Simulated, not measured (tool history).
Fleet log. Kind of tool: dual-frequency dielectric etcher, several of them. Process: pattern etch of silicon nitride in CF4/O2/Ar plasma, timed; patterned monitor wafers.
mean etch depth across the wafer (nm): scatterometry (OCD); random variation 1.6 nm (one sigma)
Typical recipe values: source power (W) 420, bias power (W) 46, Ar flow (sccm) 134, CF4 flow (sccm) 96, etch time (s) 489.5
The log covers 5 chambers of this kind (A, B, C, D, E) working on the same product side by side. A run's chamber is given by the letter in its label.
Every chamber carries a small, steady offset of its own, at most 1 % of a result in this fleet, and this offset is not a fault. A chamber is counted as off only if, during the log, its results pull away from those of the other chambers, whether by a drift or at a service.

run   hour  source power (W)  bias power (W)  Ar flow (sccm)  CF4 flow (sccm)  etch time (s)  read-back reference wafer on the same gauge, depth_nm  mean etch depth across the wafer (nm)
 1C    3.1               420              46             134               96          489.5                                                 810.75                                 747.11
 2A    5.5               420              46             134               96          489.5                                                 811.00                                 738.48
 3B   10.4               420              46             134               96          489.5                                                 810.83                                 745.18
 4E   13.7               420              46             134               96          489.5                                                 811.20                                 738.83
 5D   18.0               420              46             134               96          489.5                                                 810.96                                 737.22
      19.6  -- chamber C: Ar flow controller replaced
 6E   22.2               420              46             134               78          577.0                                                 810.73                                 848.08
 7C   25.5               420              46             134               78          577.0                                                 810.85                                 856.77
      30.2  -- chamber B: source power generator calibrated
 8B   30.4               420              46             134               78          577.0                                                 810.84                                 853.83
 9D   35.4               420              46             134               78          577.0                                                 810.76                                 842.54
10A   37.7               420              46             134               78          577.0                                                 810.93                                 843.58
11B   42.9               420              46             134               96          489.5                                                 810.32                                 744.93
12C   46.9               420              46             134               96          489.5                                                 810.68                                 745.97
13D   51.5               420              46             134               96          489.5                                                 810.64                                 734.83
14A   56.7               420              46             134               96          489.5                                                 810.89                                 736.05
15E   61.6               420              46             134              113          489.5                                                 810.82                                 758.36
16B   64.8               420              46             134              113          489.5                                                 810.82                                 763.86
      65.0  -- chamber E: Ar flow controller replaced
17E   69.0               420              46             134              113          489.5                                                 810.70                                 755.18
18C   73.6               420              46             134              113          489.5                                                 810.84                                 764.87
19A   77.9               420              46             134              113          489.5                                                 811.17                                 751.43
20D   82.3               420              46             134               96          489.5                                                 810.63                                 737.08
      84.0  -- chamber E: wet clean of the chamber
21E   86.6               420              46             134               96          489.5                                                 811.39                                 723.02
22D   91.4               420              46             134               96          489.5                                                 811.12                                 735.71
23C   95.8               420              46             134               96          489.5                                                 810.89                                 746.49
24B   99.5               420              46             134               87          489.5                                                 811.09                                 732.53
25A  103.5               420              46             134               87          489.5                                                 810.56                                 726.60
26D  105.8               420              46             134               87          489.5                                                 811.12                                 725.59
     108.0  -- chamber A: bias power generator calibrated
27E  108.1               420              46             134               87          489.5                                                 810.56                                 715.67
28C  110.9               420              46             134               87          489.5                                                 811.27                                 736.45
29A  113.4               420              46             134               96          489.5                                                 811.12                                 737.79
30B  118.4               420              46             134               96          489.5                                                 810.93                                 747.38
     122.6  -- chamber B: wet clean of the chamber
31B  123.2               480              53             134               96          489.5                                                 811.43                                 882.80
32A  125.5               480              53             134               96          489.5                                                 811.13                                 873.27
33C  130.3               480              53             134               96          489.5                                                 811.00                                 887.64
34D  132.7               480              53             134               96          489.5                                                 810.82                                 869.50
35E  135.8               480              53             134               96          489.5                                                 810.89                                 855.00
36C  140.2               420              46             134               96          489.5                                                 811.37                                 751.20
37B  145.4               420              46             134               96          489.5                                                 810.79                                 746.84
38D  147.8               420              46             134               96          489.5                                                 811.01                                 735.04
39A  150.5               420              46             134               96          489.5                                                 811.45                                 738.68

The same settings go to every chamber for the next run, one line per chamber below. Forecast the results for each:
40A  154.2               420              35             134               96          489.5                                                                                             ?
40B  154.2               420              35             134               96          489.5                                                                                             ?
40C  154.2               420              35             134               96          489.5                                                                                             ?
40D  154.2               420              35             134               96          489.5                                                                                             ?
40E  154.2               420              35             134               96          489.5                                                                                             ?

run  mean etch depth across the wafer (nm)
40A                                 665.32
40B                                 673.59
40C                                 673.85
40D                                 663.68
40E                                 651.81
